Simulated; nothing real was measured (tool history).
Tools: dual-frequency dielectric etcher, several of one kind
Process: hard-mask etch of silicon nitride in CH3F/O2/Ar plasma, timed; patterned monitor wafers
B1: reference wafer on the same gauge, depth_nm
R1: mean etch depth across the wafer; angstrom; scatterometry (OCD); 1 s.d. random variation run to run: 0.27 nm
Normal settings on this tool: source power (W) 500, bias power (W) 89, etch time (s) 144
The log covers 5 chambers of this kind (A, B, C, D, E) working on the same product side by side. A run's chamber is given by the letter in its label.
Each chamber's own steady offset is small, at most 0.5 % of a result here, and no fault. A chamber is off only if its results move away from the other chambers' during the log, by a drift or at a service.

run 1C hour=6.7 | source_power_(W)=500 bias_power_(W)=89 etch_time_(s)=144 | B1=127.98 | R1=1181.4
run 2A hour=15.2 | source_power_(W)=500 bias_power_(W)=89 etch_time_(s)=144 | B1=128.04 | R1=1179.5
run 3D hour=22.2 | source_power_(W)=500 bias_power_(W)=89 etch_time_(s)=144 | B1=127.97 | R1=1183.4
run 4E hour=28.6 | source_power_(W)=500 bias_power_(W)=89 etch_time_(s)=144 | B1=128.05 | R1=1176
run 5B hour=35.1 | source_power_(W)=500 bias_power_(W)=89 etch_time_(s)=144 | B1=128.03 | R1=1185.7
run 6B hour=43.3 | source_power_(W)=500 bias_power_(W)=89 etch_time_(s)=144 | B1=128.04 | R1=1182.1
run 7D hour=48.9 | source_power_(W)=540 bias_power_(W)=89 etch_time_(s)=144 | B1=128.08 | R1=1221.4
-- hour=53.6 chamber D: wet clean of the chamber
run 8A hour=56.7 | source_power_(W)=540 bias_power_(W)=89 etch_time_(s)=144 | B1=128.01 | R1=1216.6
run 9E hour=65.4 | source_power_(W)=540 bias_power_(W)=89 etch_time_(s)=144 | B1=128.01 | R1=1217.2
-- hour=65.9 chamber E: wet clean of the chamber
run 10C hour=71.8 | source_power_(W)=540 bias_power_(W)=89 etch_time_(s)=144 | B1=128.07 | R1=1210.6
run 11C hour=75.7 | source_power_(W)=540 bias_power_(W)=89 etch_time_(s)=144 | B1=128.03 | R1=1210.4
run 12A hour=81.2 | source_power_(W)=500 bias_power_(W)=89 etch_time_(s)=144 | B1=128.05 | R1=1182
run 13D hour=88.3 | source_power_(W)=500 bias_power_(W)=109 etch_time_(s)=144 | B1=128.03 | R1=1276.6
-- hour=93 chamber C: wet clean of the chamber
run 14E hour=95.6 | source_power_(W)=500 bias_power_(W)=109 etch_time_(s)=144 | B1=127.95 | R1=1269.1
run 15B hour=100.6 | source_power_(W)=500 bias_power_(W)=109 etch_time_(s)=144 | B1=127.99 | R1=1271.5
-- hour=105.3 chamber B: wet clean of the chamber
run 16D hour=107.6 | source_power_(W)=500 bias_power_(W)=109 etch_time_(s)=144 | B1=128.03 | R1=1278.9
run 17C hour=114.2 | source_power_(W)=500 bias_power_(W)=109 etch_time_(s)=144 | B1=127.98 | R1=1268.7
run 18E hour=118.5 | source_power_(W)=500 bias_power_(W)=89 etch_time_(s)=144 | B1=127.97 | R1=1179.2
run 19A hour=126.5 | source_power_(W)=580 bias_power_(W)=89 etch_time_(s)=144 | B1=127.9 | R1=1250.1
run 20B hour=132.2 | source_power_(W)=580 bias_power_(W)=89 etch_time_(s)=144 | B1=128.01 | R1=1290.9
run 21B hour=138.1 | source_power_(W)=580 bias_power_(W)=89 etch_time_(s)=144 | B1=127.99 | R1=1289.3
run 22D hour=143.9 | source_power_(W)=580 bias_power_(W)=89 etch_time_(s)=144 | B1=127.94 | R1=1250.5
run 23A hour=151.6 | source_power_(W)=580 bias_power_(W)=89 etch_time_(s)=144 | B1=127.93 | R1=1252.8
run 24E hour=159 | source_power_(W)=500 bias_power_(W)=89 etch_time_(s)=144 | B1=127.95 | R1=1181.6
run 25C hour=163.6 | source_power_(W)=500 bias_power_(W)=89 etch_time_(s)=144 | B1=128.05 | R1=1179.8
run 26C hour=170.4 | source_power_(W)=500 bias_power_(W)=89 etch_time_(s)=144 | B1=127.96 | R1=1177.6
run 27E hour=175.1 | source_power_(W)=500 bias_power_(W)=89 etch_time_(s)=144 | B1=127.98 | R1=1172.8
-- hour=181.8 chamber A: wet clean of the chamber
run 28A hour=182.1 | source_power_(W)=500 bias_power_(W)=89 etch_time_(s)=144 | B1=127.98 | R1=1181
run 29B hour=190.2 | source_power_(W)=500 bias_power_(W)=89 etch_time_(s)=144 | B1=127.97 | R1=1221.6
run 30D hour=195.4 | source_power_(W)=550 bias_power_(W)=73 etch_time_(s)=144 | B1=128.04 | R1=1145.5
run 31B hour=204.4 | source_power_(W)=550 bias_power_(W)=73 etch_time_(s)=144 | B1=128.01 | R1=1181.8
run 32A hour=210.8 | source_power_(W)=550 bias_power_(W)=73 etch_time_(s)=144 | B1=127.94 | R1=1144.8
run 33E hour=215.2 | source_power_(W)=550 bias_power_(W)=73 etch_time_(s)=144 | B1=127.99 | R1=1141.9
run 34D hour=222.5 | source_power_(W)=550 bias_power_(W)=73 etch_time_(s)=144 | B1=127.96 | R1=1146.2
run 35C hour=226.7 | source_power_(W)=500 bias_power_(W)=89 etch_time_(s)=144 | B1=127.96 | R1=1178.5
run 36B hour=232.6 | source_power_(W)=430 bias_power_(W)=89 etch_time_(s)=144 | B1=127.97 | R1=1150.6
run 37A hour=236.9 | source_power_(W)=430 bias_power_(W)=89 etch_time_(s)=144 | B1=128.06 | R1=1117.1
run 38E hour=241.9 | source_power_(W)=430 bias_power_(W)=89 etch_time_(s)=144 | B1=128.01 | R1=1111.8
run 39C hour=248.1 | source_power_(W)=430 bias_power_(W)=89 etch_time_(s)=144 | B1=127.95 | R1=1114
run 40D hour=255 | source_power_(W)=430 bias_power_(W)=89 etch_time_(s)=144 | B1=128.02 | R1=1116.6
run 41B hour=262.5 | source_power_(W)=500 bias_power_(W)=89 etch_time_(s)=144 | B1=128.01 | R1=1221.7
run 42E hour=269.4 | source_power_(W)=500 bias_power_(W)=89 etch_time_(s)=144 | B1=128.03 | R1=1176.9
run 43D hour=274.3 | source_power_(W)=500 bias_power_(W)=89 etch_time_(s)=144 | B1=127.96 | R1=1189.8
run 44A hour=280.2 | source_power_(W)=500 bias_power_(W)=89 etch_time_(s)=144 | B1=127.92 | R1=1178.5

Does one chamber stand apart from the rest, does the shared gauge drift, or is all well apart from small per-chamber offsets? Give the chamber and the most likely cause, where there is one.

Chamber B came out of a service off from its peers and stayed that way.
Cause: etch rate over this chamber's usual, % = 3.02.

Which of the 4 candidates below, each the usual settings with something changed and its results left as question marks, puts chamber B back in line with what the other chambers give on the usual settings?
In line here means within this much of the mean the other chambers give on the usual settings: R1 9.5 angstrom
run 45B-1 hour=286.6 | source_power_(W)=500 bias_power_(W)=88 etch_time_(s)=140 | R1=?
run 45B-2 hour=286.6 | source_power_(W)=450 bias_power_(W)=81 etch_time_(s)=144 | R1=?
run 45B-3 hour=286.6 | source_power_(W)=500 bias_power_(W)=89 etch_time_(s)=154.5 | R1=?
run 45B-4 hour=286.6 | source_power_(W)=500 bias_power_(W)=90 etch_time_(s)=148.5 | R1=?

Average result of the remaining chambers running the usual settings: R1 1181.3 angstrom
run=45B-1 R1=1182.8
run=45B-2 R1=1135.6
run=45B-3 R1=1310.5
run=45B-4 R1=1264.6
45B-1 puts the chamber back in line with the other chambers.
